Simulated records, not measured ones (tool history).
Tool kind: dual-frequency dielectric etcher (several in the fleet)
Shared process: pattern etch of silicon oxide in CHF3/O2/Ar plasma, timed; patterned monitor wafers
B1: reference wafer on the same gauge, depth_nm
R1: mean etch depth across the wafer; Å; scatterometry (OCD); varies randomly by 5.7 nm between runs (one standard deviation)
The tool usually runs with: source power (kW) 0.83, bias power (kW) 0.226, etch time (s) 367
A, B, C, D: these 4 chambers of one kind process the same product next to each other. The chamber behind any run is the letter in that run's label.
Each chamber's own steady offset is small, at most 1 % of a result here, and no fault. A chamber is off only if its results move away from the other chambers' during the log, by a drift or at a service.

Run 1D, hour 9: usual settings; B1 1007.6. Result: R1 8815.6 Å.
Run 2C, hour 19.4: usual settings; B1 1005. Result: R1 8855.9 Å.
Run 3B, hour 24.9: usual settings; B1 1007.7. Result: R1 9024.2 Å.
Run 4A, hour 32.7: usual settings; B1 1006.6. Result: R1 8957.3 Å.
Run 5C, hour 42.3: usual settings; B1 1006.8. Result: R1 8853.5 Å.
Run 6B, hour 52.4: usual settings; B1 1007.1. Result: R1 8922 Å.
Run 7D, hour 58.1: usual settings but source power (kW) 1.03, bias power (kW) 0.256; B1 1006.6. Result: R1 9890.4 Å.
Run 8A, hour 69.8: usual settings but source power (kW) 1.03, bias power (kW) 0.256; B1 1005.4. Result: R1 10090 Å.
Run 9C, hour 81: usual settings but source power (kW) 1.03, bias power (kW) 0.256; B1 1006.5. Result: R1 10169 Å.
Run 10B, hour 92.3: usual settings but source power (kW) 1.03, bias power (kW) 0.256; B1 1006. Result: R1 10001 Å.
Run 11A, hour 100.8: usual settings but source power (kW) 0.66, etch time (s) 276.5; B1 1007. Result: R1 6162.4 Å.
Run 12D, hour 109.5: usual settings but source power (kW) 0.66, etch time (s) 276.5; B1 1006.6. Result: R1 6076.9 Å.
Run 13D, hour 116.8: usual settings but source power (kW) 0.66, etch time (s) 276.5; B1 1006. Result: R1 6112.1 Å.
Run 14A, hour 123.3: usual settings but source power (kW) 0.66, etch time (s) 276.5; B1 1009. Result: R1 6094.9 Å.
Run 15C, hour 131.2: usual settings but bias power (kW) 0.201, etch time (s) 328; B1 1006.6. Result: R1 7582.9 Å.
At hour 139: chamber A: wet clean of the chamber.
Run 16B, hour 143.1: usual settings but bias power (kW) 0.201, etch time (s) 328; B1 1008.1. Result: R1 7697.7 Å.
Run 17B, hour 152: usual settings but bias power (kW) 0.201, etch time (s) 328; B1 1005. Result: R1 7624.6 Å.
Run 18D, hour 158: usual settings but bias power (kW) 0.201, etch time (s) 328; B1 1005.7. Result: R1 7540.8 Å.
Run 19A, hour 167.1: usual settings but etch time (s) 303; B1 1006.4. Result: R1 7607.5 Å.
Run 20C, hour 173.4: usual settings but etch time (s) 303; B1 1007.2. Result: R1 7425.2 Å.
Run 21A, hour 181.6: usual settings but etch time (s) 303; B1 1006.9. Result: R1 7552.6 Å.
Run 22D, hour 189.1: usual settings but etch time (s) 303; B1 1006.1. Result: R1 7280.6 Å.
Run 23B, hour 201.7: usual settings; B1 1005.6. Result: R1 8912.3 Å.
Run 24C, hour 213.8: usual settings; B1 1006.4. Result: R1 8840.8 Å.
Run 25B, hour 224.5: usual settings; B1 1007.8. Result: R1 8919.1 Å.
Run 26C, hour 232: usual settings; B1 1007.4. Result: R1 8881.1 Å.
Run 27A, hour 240.9: usual settings; B1 1007.7. Result: R1 9124 Å.

The same settings go to every chamber for the next run, one line per chamber below. Forecast the results for each:
Run 28A, hour 250: usual settings but source power (kW) 0.98. Result: R1 ?.
Run 28B, hour 250: usual settings but source power (kW) 0.98. Result: R1 ?.
Run 28C, hour 250: usual settings but source power (kW) 0.98. Result: R1 ?.
Run 28D, hour 250: usual settings but source power (kW) 0.98. Result: R1 ?.

run      R1
28A  9815.6
28B  9566.5
28C  9563.4
28D  9394.5
